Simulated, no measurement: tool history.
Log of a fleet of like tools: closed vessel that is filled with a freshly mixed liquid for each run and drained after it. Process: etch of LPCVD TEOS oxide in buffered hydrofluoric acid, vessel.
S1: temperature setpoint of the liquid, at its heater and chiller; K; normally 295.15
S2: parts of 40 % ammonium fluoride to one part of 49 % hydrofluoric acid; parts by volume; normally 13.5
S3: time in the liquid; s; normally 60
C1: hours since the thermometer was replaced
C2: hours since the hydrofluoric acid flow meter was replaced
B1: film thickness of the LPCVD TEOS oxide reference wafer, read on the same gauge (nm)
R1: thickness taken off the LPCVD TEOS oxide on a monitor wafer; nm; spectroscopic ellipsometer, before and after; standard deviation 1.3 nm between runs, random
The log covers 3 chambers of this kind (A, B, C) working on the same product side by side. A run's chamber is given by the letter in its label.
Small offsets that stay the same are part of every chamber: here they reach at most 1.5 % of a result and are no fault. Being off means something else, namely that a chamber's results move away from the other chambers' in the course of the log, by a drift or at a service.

{"run": "1A", "day": 0.146, "S1": 295.15, "S2": 13.5, "S3": 60, "C1": 642.7, "C2": 241.4, "B1": 49.991, "R1": 139.82}
{"run": "2B", "day": 0.271, "S1": 295.15, "S2": 13.5, "S3": 60, "C1": 81.6, "C2": 675.2, "B1": 50.001, "R1": 140.64}
{"run": "3C", "day": 0.446, "S1": 295.15, "S2": 13.5, "S3": 60, "C1": 117.6, "C2": 684.1, "B1": 50.012, "R1": 140.8}
{"run": "4A", "day": 0.588, "S1": 295.15, "S2": 13.5, "S3": 60, "C1": 653.3, "C2": 252, "B1": 50.01, "R1": 137.99}
{"run": "5B", "day": 0.75, "S1": 295.15, "S2": 13.5, "S3": 60, "C1": 93.1, "C2": 686.7, "B1": 50.007, "R1": 141.22}
{"run": "6C", "day": 0.938, "S1": 295.15, "S2": 13.5, "S3": 60, "C1": 129.4, "C2": 695.9, "B1": 49.993, "R1": 142.55}
{"run": "7A", "day": 1.025, "S1": 296.65, "S2": 13.5, "S3": 60, "C1": 663.8, "C2": 262.5, "B1": 49.986, "R1": 151.94}
{"run": "8C", "day": 1.183, "S1": 296.65, "S2": 13.5, "S3": 60, "C1": 135.3, "C2": 701.8, "B1": 49.994, "R1": 153.53}
{"run": "9B", "day": 1.296, "S1": 296.65, "S2": 13.5, "S3": 60, "C1": 106.2, "C2": 699.8, "B1": 50.007, "R1": 151.92}
{"run": "10B", "day": 1.412, "S1": 295.15, "S2": 13.5, "S3": 60, "C1": 109, "C2": 702.6, "B1": 49.995, "R1": 140.82}
{"run": "11A", "day": 1.5, "S1": 295.15, "S2": 13.5, "S3": 60, "C1": 675.2, "C2": 273.9, "B1": 49.973, "R1": 140.21}
{"run": "12C", "day": 1.7, "S1": 295.15, "S2": 13.5, "S3": 60, "C1": 147.7, "C2": 714.2, "B1": 50.017, "R1": 141.95}
{"run": "13B", "day": 1.796, "S1": 295.15, "S2": 13.5, "S3": 60, "C1": 118.2, "C2": 711.8, "B1": 49.983, "R1": 140.23}
{"run": "14C", "day": 1.9, "S1": 295.15, "S2": 13.5, "S3": 60, "C1": 152.5, "C2": 719, "B1": 49.983, "R1": 141.03}
{"run": "15A", "day": 2.029, "S1": 295.15, "S2": 13.5, "S3": 60, "C1": 687.9, "C2": 286.6, "B1": 49.999, "R1": 139.61}
{"run": "16B", "day": 2.179, "S1": 295.15, "S2": 13.5, "S3": 60, "C1": 127.4, "C2": 721, "B1": 49.995, "R1": 140.87}
{"run": "17A", "day": 2.333, "S1": 299.15, "S2": 13.5, "S3": 30, "C1": 695.2, "C2": 293.9, "B1": 49.999, "R1": 87.483}
{"run": "18C", "day": 2.421, "S1": 299.15, "S2": 13.5, "S3": 30, "C1": 165, "C2": 731.5, "B1": 49.991, "R1": 87.259}
{"run": "19A", "day": 2.617, "S1": 299.15, "S2": 13.5, "S3": 30, "C1": 702, "C2": 300.7, "B1": 49.986, "R1": 87.568}
{"run": "20B", "day": 2.742, "S1": 295.15, "S2": 13.5, "S3": 60, "C1": 140.9, "C2": 734.5, "B1": 50.012, "R1": 140.97}
{"run": "21C", "day": 2.892, "S1": 295.15, "S2": 13.5, "S3": 60, "C1": 176.3, "C2": 742.8, "B1": 49.967, "R1": 141.53}
{"run": "22A", "day": 3.025, "S1": 295.15, "S2": 13.5, "S3": 60, "C1": 711.8, "C2": 310.5, "B1": 50.009, "R1": 140.08}
{"run": "23B", "day": 3.167, "S1": 295.15, "S2": 13.5, "S3": 60, "C1": 151.1, "C2": 744.7, "B1": 49.991, "R1": 141.75}
{"run": "24C", "day": 3.367, "S1": 295.15, "S2": 13.5, "S3": 60, "C1": 187.7, "C2": 754.2, "B1": 49.983, "R1": 140.79}
{"run": "25C", "day": 3.496, "S1": 295.15, "S2": 13.5, "S3": 60, "C1": 190.8, "C2": 757.3, "B1": 49.981, "R1": 140.48}
{"run": "26B", "day": 3.675, "S1": 295.15, "S2": 10, "S3": 30, "C1": 163.3, "C2": 756.9, "B1": 50.01, "R1": 94.203}
{"run": "27A", "day": 3.867, "S1": 295.15, "S2": 10, "S3": 30, "C1": 732, "C2": 330.7, "B1": 49.996, "R1": 92.506}
{"run": "28B", "day": 4.038, "S1": 295.15, "S2": 10, "S3": 30, "C1": 172, "C2": 765.6, "B1": 49.987, "R1": 93.899}
{"run": "29A", "day": 4.175, "S1": 295.15, "S2": 13.5, "S3": 60, "C1": 739.4, "C2": 338.1, "B1": 49.986, "R1": 138.81}
{"run": "30C", "day": 4.317, "S1": 295.15, "S2": 13.5, "S3": 60, "C1": 210.5, "C2": 777, "B1": 50.015, "R1": 140.99}
{"run": "31A", "day": 4.458, "S1": 295.15, "S2": 13.5, "S3": 60, "C1": 746.2, "C2": 344.9, "B1": 50, "R1": 140.19}

Next, every chamber runs the same settings. What will each give?
{"run": "32A", "day": 4.6, "S1": 295.15, "S2": 13.5, "S3": 60, "R1": "?"}
{"run": "32B", "day": 4.6, "S1": 295.15, "S2": 13.5, "S3": 60, "R1": "?"}
{"run": "32C", "day": 4.6, "S1": 295.15, "S2": 13.5, "S3": 60, "R1": "?"}

run=32A R1=138
run=32B R1=139.36
run=32C R1=141.21
